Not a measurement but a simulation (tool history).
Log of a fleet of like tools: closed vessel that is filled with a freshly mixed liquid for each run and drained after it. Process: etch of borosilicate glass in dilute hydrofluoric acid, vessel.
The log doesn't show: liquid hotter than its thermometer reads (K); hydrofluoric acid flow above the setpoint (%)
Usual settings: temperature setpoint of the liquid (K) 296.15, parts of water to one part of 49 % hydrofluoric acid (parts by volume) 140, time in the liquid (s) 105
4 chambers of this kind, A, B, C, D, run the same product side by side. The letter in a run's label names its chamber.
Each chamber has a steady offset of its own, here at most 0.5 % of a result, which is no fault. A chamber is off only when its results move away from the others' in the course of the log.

run	hour	temperature setpoint of the liquid (K)	parts of water to one part of 49 % hydrofluoric acid (parts by volume)	time in the liquid (s)	hours since the thermometer was replaced	hours since the hydrofluoric acid flow meter was replaced	read-back film thickness of the borosilicate glass reference wafer, read on the same gauge (nm)	thickness taken off the borosilicate glass on a monitor wafer (angstrom)
1A	6.1	296.15	140	105	44	1271.1	90.01	184.42
2B	9.9	296.15	140	105	965.2	255.2	90.017	184.92
3C	12.7	296.15	140	105	1046.6	559	90.028	182.39
4D	16	296.15	140	105	432	1565.2	90.026	184.47
5A	21	296.15	140	105	58.9	1286	90.003	182.67
6D	24.6	296.15	140	105	440.6	1573.8	90.005	185.68
7C	28.8	296.15	140	105	1062.7	575.1	90.023	185.68
8B	33.1	299.15	140	150	988.4	278.4	90.021	294.27
9B	39.5	299.15	140	150	994.8	284.8	90.002	292.15
10D	44.4	299.15	140	150	460.4	1593.6	89.997	295.41
11A	47.9	299.15	140	150	85.8	1312.9	89.982	294.25
12C	53.8	296.15	140	105	1087.7	600.1	89.99	183.54
13C	59.6	299.65	85	105	1093.5	605.9	90.01	368.48
14D	65.4	299.65	85	105	481.4	1614.6	90.015	379.25
15A	69.5	299.65	85	105	107.4	1334.5	89.993	368.1
16B	76	299.65	85	105	1031.3	321.3	90.006	374.57
17A	79.5	296.15	95	60	117.4	1344.5	90.016	164.26
18B	82.7	296.15	95	60	1038	328	90.001	163.9
19D	87.5	296.15	95	60	503.5	1636.7	89.995	164.81
20C	93.9	296.15	95	60	1127.8	640.2	90.01	162.43
21B	98.3	296.15	140	105	1053.6	343.6	90.016	187.24
# hour 98.5: chamber C: hydrofluoric acid flow meter replaced
22D	104.3	296.15	140	105	520.3	1653.5	89.989	185.21
23C	107.2	296.15	140	105	1141.1	8.8	89.979	183.06
24A	111.8	296.15	140	105	149.7	1376.8	90	184.93
25C	116.6	296.15	140	105	1150.5	18.2	90.021	183.12
26D	121.7	296.15	140	105	537.7	1670.9	90.005	184.04
27B	125.2	296.15	140	105	1080.5	370.5	89.99	189.24
28A	129.6	299.65	75	105	167.5	1394.6	89.994	424.57
29A	133.9	299.65	75	105	171.8	1398.9	89.982	419.6
30B	136.9	299.65	75	105	1092.2	382.2	90.009	438.45
31C	141.7	299.65	75	105	1175.6	43.3	90.013	423.07
32D	144.6	296.15	140	160	560.6	1693.8	89.999	283.81
33A	148	296.15	140	160	185.9	1413	89.988	280.18
34C	152	296.15	140	160	1185.9	53.6	89.984	279.07
35D	156.2	296.15	140	160	572.2	1705.4	89.983	278.88
36B	159.4	296.15	140	135	1114.7	404.7	89.98	246.43
37B	163.7	296.15	140	135	1119	409	89.995	250.72
38D	167.7	296.15	140	135	583.7	1716.9	89.99	239.65

What goes on in this fleet: one chamber off, a drifting gauge, or nothing beyond the chambers' own small offsets? Name the chamber and the cause, if any.

Chamber B drifts away from the others.
Cause: liquid hotter than its thermometer reads (K) = 1.4.
The log may not tell that from: hydrofluoric acid flow above the setpoint (%).

Here are 4 candidates for chamber B's next run, each the usual settings with a change, their results left as question marks. Which one brings its results back in line with what the others give on the usual settings?
In line means no further than this from the other chambers' mean on the usual settings: thickness taken off the borosilicate glass on a monitor wafer (angstrom) 3.8
39B-1	172.4	296.15	140	110				?
39B-2	172.4	294.65	140	105				?
39B-3	172.4	295.65	140	105				?
39B-4	172.4	296.65	140	105				?

The other chambers' mean on the usual settings: thickness taken off the borosilicate glass on a monitor wafer (angstrom) 183.85
run	thickness taken off the borosilicate glass on a monitor wafer (angstrom)
39B-1	202.76
39B-2	182.58
39B-3	189.86
39B-4	197.28
39B-2 brings the chamber back in line.
